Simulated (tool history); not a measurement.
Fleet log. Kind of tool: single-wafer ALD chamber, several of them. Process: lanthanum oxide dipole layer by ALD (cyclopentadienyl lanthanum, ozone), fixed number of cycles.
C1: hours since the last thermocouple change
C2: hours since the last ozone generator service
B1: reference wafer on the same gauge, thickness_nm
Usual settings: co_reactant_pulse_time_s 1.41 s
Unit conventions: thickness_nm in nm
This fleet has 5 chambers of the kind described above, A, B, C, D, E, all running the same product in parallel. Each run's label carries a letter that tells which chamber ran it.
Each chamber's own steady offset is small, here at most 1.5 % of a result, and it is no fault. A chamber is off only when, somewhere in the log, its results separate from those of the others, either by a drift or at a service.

Run 1D, hour 6.4: usual settings; C1 676.1; C2 809.5; B1 0.63242. Result: thickness_nm 0.53906 nm.
Run 2B, hour 10.1: usual settings; C1 37.8; C2 973.8; B1 0.63188. Result: thickness_nm 0.54036 nm.
Run 3A, hour 16.6: usual settings; C1 912.1; C2 370.2; B1 0.63215. Result: thickness_nm 0.53676 nm.
Run 4C, hour 20.5: usual settings; C1 1157; C2 1478.6; B1 0.63153. Result: thickness_nm 0.54914 nm.
Run 5E, hour 25.8: usual settings; C1 868.5; C2 936.7; B1 0.63228. Result: thickness_nm 0.54108 nm.
Run 6A, hour 31.3: usual settings; C1 926.8; C2 384.9; B1 0.63109. Result: thickness_nm 0.53567 nm.
At hour 34.1: chamber E: ozone generator serviced.
Run 7C, hour 35.1: usual settings; C1 1171.6; C2 1493.2; B1 0.63225. Result: thickness_nm 0.54846 nm.
Run 8D, hour 40.9: usual settings; C1 710.6; C2 844; B1 0.63147. Result: thickness_nm 0.53981 nm.
Run 9E, hour 47.1: usual settings but co_reactant_pulse_time_s 1.11 s; C1 889.8; C2 13.1; B1 0.63181. Result: thickness_nm 0.51638 nm.
Run 10B, hour 53.9: usual settings but co_reactant_pulse_time_s 1.11 s; C1 81.6; C2 1017.6; B1 0.63212. Result: thickness_nm 0.51618 nm.
Run 11D, hour 58.2: usual settings but co_reactant_pulse_time_s 1.11 s; C1 727.9; C2 861.3; B1 0.63229. Result: thickness_nm 0.52009 nm.
Run 12B, hour 62.2: usual settings but co_reactant_pulse_time_s 1.11 s; C1 89.9; C2 1025.9; B1 0.63249. Result: thickness_nm 0.51803 nm.
Run 13E, hour 69.6: usual settings but co_reactant_pulse_time_s 1.11 s; C1 912.3; C2 35.6; B1 0.63118. Result: thickness_nm 0.5154 nm.
Run 14A, hour 74.8: usual settings; C1 970.3; C2 428.4; B1 0.63217. Result: thickness_nm 0.5442 nm.
Run 15C, hour 79.6: usual settings; C1 1216.1; C2 1537.7; B1 0.63282. Result: thickness_nm 0.54691 nm.
Run 16A, hour 85.1: usual settings; C1 980.6; C2 438.7; B1 0.63217. Result: thickness_nm 0.53657 nm.
Run 17B, hour 91.3: usual settings; C1 119; C2 1055; B1 0.63143. Result: thickness_nm 0.54775 nm.
Run 18E, hour 95.5: usual settings; C1 938.2; C2 61.5; B1 0.6324. Result: thickness_nm 0.54067 nm.
Run 19C, hour 101: usual settings; C1 1237.5; C2 1559.1; B1 0.63129. Result: thickness_nm 0.54813 nm.
Run 20D, hour 108: usual settings; C1 777.7; C2 911.1; B1 0.63234. Result: thickness_nm 0.54411 nm.
Run 21D, hour 112.1: usual settings but co_reactant_pulse_time_s 0.93 s; C1 781.8; C2 915.2; B1 0.63251. Result: thickness_nm 0.48483 nm.
At hour 113.6: chamber B: ozone generator serviced.
Run 22A, hour 116.1: usual settings but co_reactant_pulse_time_s 0.93 s; C1 1011.6; C2 469.7; B1 0.63254. Result: thickness_nm 0.48243 nm.
Run 23C, hour 121.2: usual settings but co_reactant_pulse_time_s 0.93 s; C1 1257.7; C2 1579.3; B1 0.63163. Result: thickness_nm 0.49078 nm.
Run 24B, hour 125.4: usual settings but co_reactant_pulse_time_s 0.93 s; C1 153.1; C2 11.9; B1 0.63305. Result: thickness_nm 0.48767 nm.
Run 25E, hour 130.7: usual settings but co_reactant_pulse_time_s 0.93 s; C1 973.4; C2 96.7; B1 0.63132. Result: thickness_nm 0.48914 nm.
Run 26D, hour 136.2: usual settings; C1 805.9; C2 939.3; B1 0.63157. Result: thickness_nm 0.53653 nm.
Run 27C, hour 143.8: usual settings; C1 1280.3; C2 1601.9; B1 0.63152. Result: thickness_nm 0.54949 nm.
Run 28A, hour 151.2: usual settings; C1 1046.7; C2 504.8; B1 0.63241. Result: thickness_nm 0.53444 nm.
Run 29E, hour 157: usual settings; C1 999.7; C2 123; B1 0.63253. Result: thickness_nm 0.54571 nm.
Run 30B, hour 160.4: usual settings; C1 188.1; C2 46.9; B1 0.63165. Result: thickness_nm 0.53708 nm.
Run 31C, hour 167.6: usual settings; C1 1304.1; C2 1625.7; B1 0.63187. Result: thickness_nm 0.54674 nm.
Run 32D, hour 171.3: usual settings; C1 841; C2 974.4; B1 0.6322. Result: thickness_nm 0.54094 nm.
Run 33B, hour 177: usual settings; C1 204.7; C2 63.5; B1 0.63265. Result: thickness_nm 0.54595 nm.
Run 34E, hour 182.9: usual settings; C1 1025.6; C2 148.9; B1 0.63235. Result: thickness_nm 0.54024 nm.
Run 35A, hour 189.5: usual settings; C1 1085; C2 543.1; B1 0.63178. Result: thickness_nm 0.53947 nm.
Run 36E, hour 195.7: usual settings; C1 1038.4; C2 161.7; B1 0.63197. Result: thickness_nm 0.54367 nm.

The same settings go to every chamber for the next run, one line per chamber below. Forecast the results for each:
Run 37A, hour 201.1: usual settings but co_reactant_pulse_time_s 1.73 s. Result: thickness_nm ?.
Run 37B, hour 201.1: usual settings but co_reactant_pulse_time_s 1.73 s. Result: thickness_nm ?.
Run 37C, hour 201.1: usual settings but co_reactant_pulse_time_s 1.73 s. Result: thickness_nm ?.
Run 37D, hour 201.1: usual settings but co_reactant_pulse_time_s 1.73 s. Result: thickness_nm ?.
Run 37E, hour 201.1: usual settings but co_reactant_pulse_time_s 1.73 s. Result: thickness_nm ?.

run  thickness_nm
37A       0.55626
37B       0.55772
37C       0.56299
37D        0.5588
37E       0.56131
